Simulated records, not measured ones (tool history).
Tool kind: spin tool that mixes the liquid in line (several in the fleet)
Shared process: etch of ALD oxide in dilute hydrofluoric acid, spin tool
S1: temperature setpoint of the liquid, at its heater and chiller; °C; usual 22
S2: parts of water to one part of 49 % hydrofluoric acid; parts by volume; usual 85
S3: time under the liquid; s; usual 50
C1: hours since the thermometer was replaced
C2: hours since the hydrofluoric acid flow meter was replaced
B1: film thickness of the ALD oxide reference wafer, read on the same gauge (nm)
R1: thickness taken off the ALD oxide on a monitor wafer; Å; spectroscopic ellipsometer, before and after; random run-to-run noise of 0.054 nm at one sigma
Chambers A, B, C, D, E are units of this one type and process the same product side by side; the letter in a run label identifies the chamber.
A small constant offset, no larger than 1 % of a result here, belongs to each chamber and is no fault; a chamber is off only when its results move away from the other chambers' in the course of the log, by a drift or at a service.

run	hour	S1	S2	S3	C1	C2	B1	R1
1E	11.6	22	85	50	2068	731.2	80.062	178.94
2C	18.7	22	85	50	1310.3	288.6	80.024	178.36
3B	24.9	22	85	50	2281.5	568.1	79.979	178.32
4D	37.6	22	85	50	151.3	1741.5	79.986	178.32
5A	48	22	85	50	404.8	1988.9	79.978	178.66
6D	56.6	22	85	25	170.3	1760.5	79.995	88.891
7C	68.3	22	85	25	1359.9	338.2	79.999	88.849
8A	79	22	85	25	435.8	2019.9	80.027	88.8
9E	89.8	22	85	25	2146.2	809.4	80.013	89.991
10B	97.5	22	85	25	2354.1	640.7	80.049	88.874
11C	109.2	22	85	50	1400.8	379.1	80.013	178.11
12A	120.5	22	85	50	477.3	2061.4	80.032	179.09
13D	126.7	22	85	50	240.4	1830.6	80.022	177.92
14B	136.4	22	85	50	2393	679.6	79.995	178.51
15E	142.5	22	85	50	2198.9	862.1	80.041	179.68
16C	150.1	22	85	50	1441.7	420	79.981	179.23
17E	159.3	22	85	50	2215.7	878.9	80	179.69
18A	168.6	22	85	50	525.4	2109.5	80.036	178.37
19D	175	22	85	50	288.7	1878.9	79.967	178.03
# hour 177.5: chamber B: thermometer replaced
20B	186.4	22	85	50	9	729.6	80.023	179.19
# hour 197.7: chamber E: thermometer replaced
21D	199.4	22	85	50	313.1	1903.3	79.988	178.2
22A	206.9	22	85	50	563.7	2147.8	80.003	178.41
23B	219	22	85	50	41.6	762.2	80.018	178.63
24C	229.4	22	85	50	1521	499.3	79.979	178.03
25E	242.2	22	85	50	44.6	961.8	79.979	178.99
26B	253.3	22	85	35	75.9	796.5	79.995	124.83
27D	259.2	22	85	35	372.9	1963.1	80.047	124.56
28E	266.8	22	85	35	69.2	986.4	80.017	125.17
29C	273.2	22	85	35	1564.8	543.1	79.985	124.9
30A	281	22	85	35	637.8	2221.9	79.974	125.18
31B	288.5	22	85	50	111.1	831.7	80.012	178.74
32C	298.7	22	85	50	1590.3	568.6	79.982	177.83
33D	311.3	22	85	50	425	2015.2	80.02	177.68
34E	318.6	22	85	50	121	1038.2	79.994	179.07
35A	328.7	22	85	50	685.5	2269.6	80.04	178.34

All chambers now run identical settings, listed one chamber a line with results as question marks. What results will each chamber show?
36A	338.4	26	85	50				?
36B	338.4	26	85	50				?
36C	338.4	26	85	50				?
36D	338.4	26	85	50				?
36E	338.4	26	85	50				?

run	R1
36A	208.81
36B	209.63
36C	210.04
36D	208.55
36E	210.28
